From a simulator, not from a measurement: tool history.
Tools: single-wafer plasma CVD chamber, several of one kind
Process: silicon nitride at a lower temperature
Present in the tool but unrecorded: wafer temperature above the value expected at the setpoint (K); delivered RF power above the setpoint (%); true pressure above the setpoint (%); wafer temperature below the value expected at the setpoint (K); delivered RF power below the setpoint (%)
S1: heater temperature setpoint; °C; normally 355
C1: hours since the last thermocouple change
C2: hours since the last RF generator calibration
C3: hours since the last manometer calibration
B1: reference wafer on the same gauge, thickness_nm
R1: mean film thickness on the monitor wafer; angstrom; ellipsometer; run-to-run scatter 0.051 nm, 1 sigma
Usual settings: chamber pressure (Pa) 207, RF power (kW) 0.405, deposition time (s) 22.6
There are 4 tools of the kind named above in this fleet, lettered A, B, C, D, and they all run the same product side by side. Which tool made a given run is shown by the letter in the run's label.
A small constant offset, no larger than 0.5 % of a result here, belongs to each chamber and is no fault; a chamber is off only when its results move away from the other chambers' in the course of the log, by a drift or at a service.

Run 1D, hour 8.1: usual settings; C1 974.5; C2 976.5; C3 1926.0; B1 34.296. Result: R1 319.56 angstrom.
Run 2A, hour 22.1: usual settings; C1 439.1; C2 1726.6; C3 104.9; B1 34.280. Result: R1 317.07 angstrom.
Run 3C, hour 36.3: usual settings; C1 428.0; C2 304.4; C3 112.2; B1 34.271. Result: R1 317.53 angstrom.
Run 4B, hour 47.2: usual settings; C1 1348.9; C2 783.5; C3 134.6; B1 34.275. Result: R1 319.43 angstrom.
Run 5A, hour 54.4: usual settings; C1 471.4; C2 1758.9; C3 137.2; B1 34.268. Result: R1 317.85 angstrom.
Run 6D, hour 64.7: usual settings; C1 1031.1; C2 1033.1; C3 1982.6; B1 34.273. Result: R1 319.20 angstrom.
Run 7C, hour 78.3: usual settings but deposition time (s) 25.1; C1 470.0; C2 346.4; C3 154.2; B1 34.246. Result: R1 351.51 angstrom.
Run 8B, hour 88.3: usual settings but deposition time (s) 25.1; C1 1390.0; C2 824.6; C3 175.7; B1 34.255. Result: R1 352.80 angstrom.
Run 9D, hour 101.5: usual settings but deposition time (s) 25.1; C1 1067.9; C2 1069.9; C3 2019.4; B1 34.258. Result: R1 352.81 angstrom.
Run 10C, hour 115.0: usual settings but deposition time (s) 25.1; C1 506.7; C2 383.1; C3 190.9; B1 34.217. Result: R1 351.66 angstrom.
Run 11B, hour 129.6: usual settings; C1 1431.3; C2 865.9; C3 217.0; B1 34.231. Result: R1 317.49 angstrom.
Run 12A, hour 141.3: usual settings; C1 558.3; C2 1845.8; C3 224.1; B1 34.229. Result: R1 317.34 angstrom.
Run 13D, hour 149.4: usual settings; C1 1115.8; C2 1117.8; C3 2067.3; B1 34.209. Result: R1 318.39 angstrom.
Run 14C, hour 157.6: usual settings; C1 549.3; C2 425.7; C3 233.5; B1 34.217. Result: R1 317.24 angstrom.
Run 15B, hour 171.8: usual settings; C1 1473.5; C2 908.1; C3 259.2; B1 34.204. Result: R1 317.95 angstrom.
Run 16A, hour 181.3: usual settings; C1 598.3; C2 1885.8; C3 264.1; B1 34.205. Result: R1 317.66 angstrom.
Run 17A, hour 193.2: usual settings; C1 610.2; C2 1897.7; C3 276.0; B1 34.194. Result: R1 316.97 angstrom.
Run 18B, hour 203.0: usual settings; C1 1504.7; C2 939.3; C3 290.4; B1 34.185. Result: R1 316.69 angstrom.
Run 19D, hour 213.6: usual settings; C1 1180.0; C2 1182.0; C3 2131.5; B1 34.175. Result: R1 318.57 angstrom.
Run 20C, hour 223.7: usual settings; C1 615.4; C2 491.8; C3 299.6; B1 34.180. Result: R1 316.02 angstrom.
Run 21C, hour 234.3: usual settings; C1 626.0; C2 502.4; C3 310.2; B1 34.170. Result: R1 316.88 angstrom.
At hour 237.1: chamber D: capacitance manometer re-zeroed and calibrated.
Run 22D, hour 245.2: usual settings but RF power (kW) 0.480; C1 1211.6; C2 1213.6; C3 8.2; B1 34.169. Result: R1 352.74 angstrom.
Run 23A, hour 255.0: usual settings but RF power (kW) 0.480; C1 672.0; C2 1959.5; C3 337.8; B1 34.152. Result: R1 349.23 angstrom.
Run 24B, hour 263.5: usual settings but RF power (kW) 0.480; C1 1565.2; C2 999.8; C3 350.9; B1 34.150. Result: R1 352.62 angstrom.
Run 25A, hour 276.5: usual settings but RF power (kW) 0.480; C1 693.5; C2 1981.0; C3 359.3; B1 34.157. Result: R1 349.87 angstrom.
Run 26B, hour 283.8: usual settings but deposition time (s) 25.2; C1 1585.5; C2 1020.1; C3 371.2; B1 34.137. Result: R1 353.62 angstrom.
Run 27D, hour 290.8: usual settings but deposition time (s) 25.2; C1 1257.2; C2 1259.2; C3 53.8; B1 34.131. Result: R1 354.81 angstrom.
Run 28C, hour 298.9: usual settings but deposition time (s) 25.2; C1 690.6; C2 567.0; C3 374.8; B1 34.130. Result: R1 352.73 angstrom.
Run 29A, hour 314.0: usual settings but deposition time (s) 25.2; C1 731.0; C2 2018.5; C3 396.8; B1 34.139. Result: R1 352.58 angstrom.
Run 30D, hour 321.1: usual settings but chamber pressure (Pa) 181, deposition time (s) 24.3; C1 1287.5; C2 1289.5; C3 84.1; B1 34.128. Result: R1 329.02 angstrom.
Run 31B, hour 329.1: usual settings but chamber pressure (Pa) 181, deposition time (s) 24.3; C1 1630.8; C2 1065.4; C3 416.5; B1 34.113. Result: R1 327.58 angstrom.
Run 32C, hour 341.8: usual settings but chamber pressure (Pa) 181, deposition time (s) 24.3; C1 733.5; C2 609.9; C3 417.7; B1 34.096. Result: R1 326.91 angstrom.
Run 33A, hour 350.3: usual settings but chamber pressure (Pa) 181, deposition time (s) 24.3; C1 767.3; C2 2054.8; C3 433.1; B1 34.115. Result: R1 327.67 angstrom.
Run 34B, hour 365.0: usual settings; C1 1666.7; C2 1101.3; C3 452.4; B1 34.095. Result: R1 316.27 angstrom.
Run 35C, hour 379.9: usual settings but chamber pressure (Pa) 235, RF power (kW) 0.435; C1 771.6; C2 648.0; C3 455.8; B1 34.088. Result: R1 341.06 angstrom.
Run 36D, hour 390.2: usual settings but chamber pressure (Pa) 235, RF power (kW) 0.435; C1 1356.6; C2 1358.6; C3 153.2; B1 34.091. Result: R1 343.30 angstrom.
Run 37D, hour 400.5: usual settings but chamber pressure (Pa) 235, RF power (kW) 0.435; C1 1366.9; C2 1368.9; C3 163.5; B1 34.076. Result: R1 342.96 angstrom.

Each of the 4 chambers runs these same settings next. Fill in every chamber's results:
Run 38A, hour 411.5: usual settings but chamber pressure (Pa) 161. Result: R1 ?.
Run 38B, hour 411.5: usual settings but chamber pressure (Pa) 161. Result: R1 ?.
Run 38C, hour 411.5: usual settings but chamber pressure (Pa) 161. Result: R1 ?.
Run 38D, hour 411.5: usual settings but chamber pressure (Pa) 161. Result: R1 ?.

run      R1
38A  294.39
38B  295.39
38C  293.50
38D  296.18

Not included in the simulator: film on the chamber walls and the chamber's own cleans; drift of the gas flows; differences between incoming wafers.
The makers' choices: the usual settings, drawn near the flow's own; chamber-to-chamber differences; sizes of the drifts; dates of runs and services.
